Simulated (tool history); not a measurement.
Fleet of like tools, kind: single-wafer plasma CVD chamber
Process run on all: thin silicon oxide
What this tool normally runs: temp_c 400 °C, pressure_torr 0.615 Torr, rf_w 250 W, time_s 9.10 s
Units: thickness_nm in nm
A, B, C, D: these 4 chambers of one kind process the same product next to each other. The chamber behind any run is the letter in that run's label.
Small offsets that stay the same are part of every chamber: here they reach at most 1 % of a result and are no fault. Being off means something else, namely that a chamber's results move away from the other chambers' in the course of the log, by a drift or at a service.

run	hour	temp_c	pressure_torr	rf_w	time_s	read-back reference wafer on the same gauge, thickness_nm	thickness_nm
1C	7.8	400	0.615	250	9.10	13.493	11.8180
2A	14.5	400	0.615	250	9.10	13.497	11.8390
3B	20.7	400	0.615	250	9.10	13.497	11.8300
4D	26.0	400	0.615	250	9.10	13.503	11.6210
5A	35.0	400	0.765	250	9.10	13.503	14.8590
6D	44.8	400	0.765	250	9.10	13.507	14.6120
7B	51.0	400	0.765	250	9.10	13.500	14.8800
8C	57.1	400	0.765	250	9.10	13.498	14.8060
9C	64.1	400	0.615	250	9.10	13.503	11.7910
10D	74.3	400	0.615	250	9.10	13.496	11.6900
11A	79.1	400	0.615	250	9.10	13.496	11.8560
12B	85.1	400	0.486	250	9.10	13.502	9.1123
13B	93.8	400	0.486	250	9.10	13.494	9.1246
14D	101.3	400	0.486	250	9.10	13.491	9.0687
15A	108.2	400	0.486	250	9.10	13.501	9.0476
16C	114.6	400	0.615	250	9.10	13.498	11.8620
17A	123.6	400	0.615	250	9.10	13.495	11.8020
18C	130.6	400	0.615	250	9.10	13.500	11.9230
19D	136.1	400	0.615	250	9.10	13.499	11.6920
20B	140.8	400	0.615	250	9.10	13.498	11.8310
# hour 144.9: chamber D: thermocouple changed; heater temperature recalibrated
21C	149.4	400	0.615	250	9.10	13.505	11.9380
22B	154.9	400	0.615	250	9.10	13.493	11.8210
23A	164.1	400	0.615	250	9.10	13.499	11.7880
24D	171.3	400	0.615	250	9.10	13.500	11.7010
# hour 174.9: chamber A: thermocouple changed; heater temperature recalibrated
25B	180.1	400	0.615	250	9.10	13.493	11.8680
26C	188.3	400	0.615	250	9.10	13.487	12.0950
27D	193.9	400	0.615	250	9.10	13.499	11.6210
28A	200.1	391	0.615	250	10.41	13.502	13.5620
29B	208.4	391	0.615	250	10.41	13.496	13.6560

All chambers now run identical settings, listed one chamber a line with results as question marks. What results will each chamber show?
30A	215.7	400	0.615	250	9.10		?
30B	215.7	400	0.615	250	9.10		?
30C	215.7	400	0.615	250	9.10		?
30D	215.7	400	0.615	250	9.10		?

run	thickness_nm
30A	11.8280
30B	11.8630
30C	12.1440
30D	11.6500

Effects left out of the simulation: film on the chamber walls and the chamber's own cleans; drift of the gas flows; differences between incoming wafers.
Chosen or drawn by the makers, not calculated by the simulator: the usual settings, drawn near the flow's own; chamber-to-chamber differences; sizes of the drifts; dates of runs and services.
